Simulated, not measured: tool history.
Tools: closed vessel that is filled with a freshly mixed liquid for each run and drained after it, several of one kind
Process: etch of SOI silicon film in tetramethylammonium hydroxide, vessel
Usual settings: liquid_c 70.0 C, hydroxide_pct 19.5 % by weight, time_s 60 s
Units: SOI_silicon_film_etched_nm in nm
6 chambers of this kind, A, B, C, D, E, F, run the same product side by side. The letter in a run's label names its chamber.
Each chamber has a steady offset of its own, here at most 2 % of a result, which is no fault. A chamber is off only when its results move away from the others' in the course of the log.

run	day	liquid_c	hydroxide_pct	time_s	hours since the thermometer was replaced	hours since the hydroxide flow meter was replaced	read-back film thickness of the SOI silicon film reference wafer, read on the same gauge (nm)	SOI_silicon_film_etched_nm
1B	0.221	70.0	19.5	60	506.3	900.8	119.98	314.80
2F	0.571	70.0	19.5	60	1542.2	1487.0	120.01	309.10
# day 0.942: chamber F: hydroxide flow meter replaced
3E	0.950	70.0	19.5	60	573.7	1914.1	120.01	315.34
# day 1.029: chamber D: thermometer replaced
4A	1.288	70.0	19.5	60	463.3	403.8	120.00	310.62
5D	1.508	70.0	19.5	60	11.5	731.4	120.02	307.06
6C	1.879	70.0	19.5	60	994.7	763.2	120.01	310.53
7A	2.246	70.0	19.5	60	486.3	426.8	119.98	310.79
8B	2.625	70.0	19.5	60	564.0	958.5	120.00	312.84
9C	2.833	70.0	19.5	60	1017.6	786.1	119.97	312.12
10E	3.042	70.0	19.5	60	623.9	1964.3	119.99	313.90
11D	3.338	70.0	19.5	60	55.4	775.3	120.01	309.89
12F	3.638	70.0	19.5	60	1615.8	64.7	119.98	304.30
13E	3.950	70.0	19.5	60	645.7	1986.1	119.99	314.69
# day 3.967: chamber A: hydroxide flow meter replaced
14D	4.300	70.0	19.5	60	78.5	798.4	119.97	311.12
15B	4.638	70.0	19.5	60	612.3	1006.8	119.99	316.71
16F	4.908	75.0	19.5	60	1646.3	95.2	120.00	413.15
17A	5.262	75.0	19.5	60	558.7	31.2	120.01	409.28
18C	5.600	75.0	19.5	60	1084.0	852.5	119.97	411.62
19C	5.975	75.0	19.5	60	1093.0	861.5	120.00	407.25
20E	6.208	75.0	19.5	60	699.9	2040.3	119.99	418.13
21D	6.488	75.0	19.5	60	131.0	850.9	119.99	418.78
22B	6.833	70.0	19.5	60	665.0	1059.5	119.98	308.69
23F	7.033	77.0	19.5	60	1697.3	146.2	119.98	447.48
24A	7.371	77.0	19.5	60	609.3	81.8	119.98	463.29
25E	7.550	77.0	19.5	60	732.1	2072.5	119.98	465.69
# day 7.708: chamber E: hydroxide flow meter replaced
26C	7.883	77.0	19.5	60	1138.8	907.3	120.00	444.37
27F	8.208	77.0	19.5	60	1725.5	174.4	119.99	449.99
# day 8.362: chamber B: hydroxide flow meter replaced
28B	8.567	77.0	19.5	60	706.6	4.9	120.01	462.88
29A	8.742	70.0	19.5	60	642.2	114.7	120.02	310.35
30D	9.017	70.0	19.5	60	191.7	911.6	119.99	307.01
31D	9.300	70.0	19.5	60	198.5	918.4	120.00	308.59
32A	9.592	70.0	19.5	60	662.6	135.1	120.00	310.20
33E	9.929	70.0	19.5	60	789.2	53.4	120.00	312.09
34C	10.292	70.0	19.5	60	1196.6	965.1	119.98	283.34
35B	10.667	66.5	23.5	60	757.0	55.3	120.00	217.65
36F	10.875	66.5	23.5	60	1789.5	238.4	119.98	217.41
37B	11.150	66.5	23.5	60	768.6	66.9	120.02	216.65
38E	11.458	66.5	23.5	60	825.9	90.1	120.00	224.12
39A	11.779	66.5	23.5	60	715.1	187.6	120.01	213.65

What goes on in this fleet: one chamber off, a drifting gauge, or nothing beyond the chambers' own small offsets? Name the chamber and the cause, if any.

Chamber C drifts away from the others.
Cause: liquid colder than its thermometer reads (K) = 1.72.

Here are 4 candidates for chamber C's next run, each the usual settings with a change, their results left as question marks. Which one brings its results back in line with what the others give on the usual settings?
In line means no further than this from the other chambers' mean on the usual settings: SOI_silicon_film_etched_nm 9.90 nm
40C-1	12.050	74.0	19.5	60				?
40C-2	12.050	70.5	19.5	65				?
40C-3	12.050	70.0	25.0	60				?
40C-4	12.050	70.0	20.0	55				?

The other chambers' mean on the usual settings: SOI_silicon_film_etched_nm 309.30 nm
run	SOI_silicon_film_etched_nm
40C-1	354.22
40C-2	311.76
40C-3	222.84
40C-4	252.88
40C-2 brings the chamber back in line.
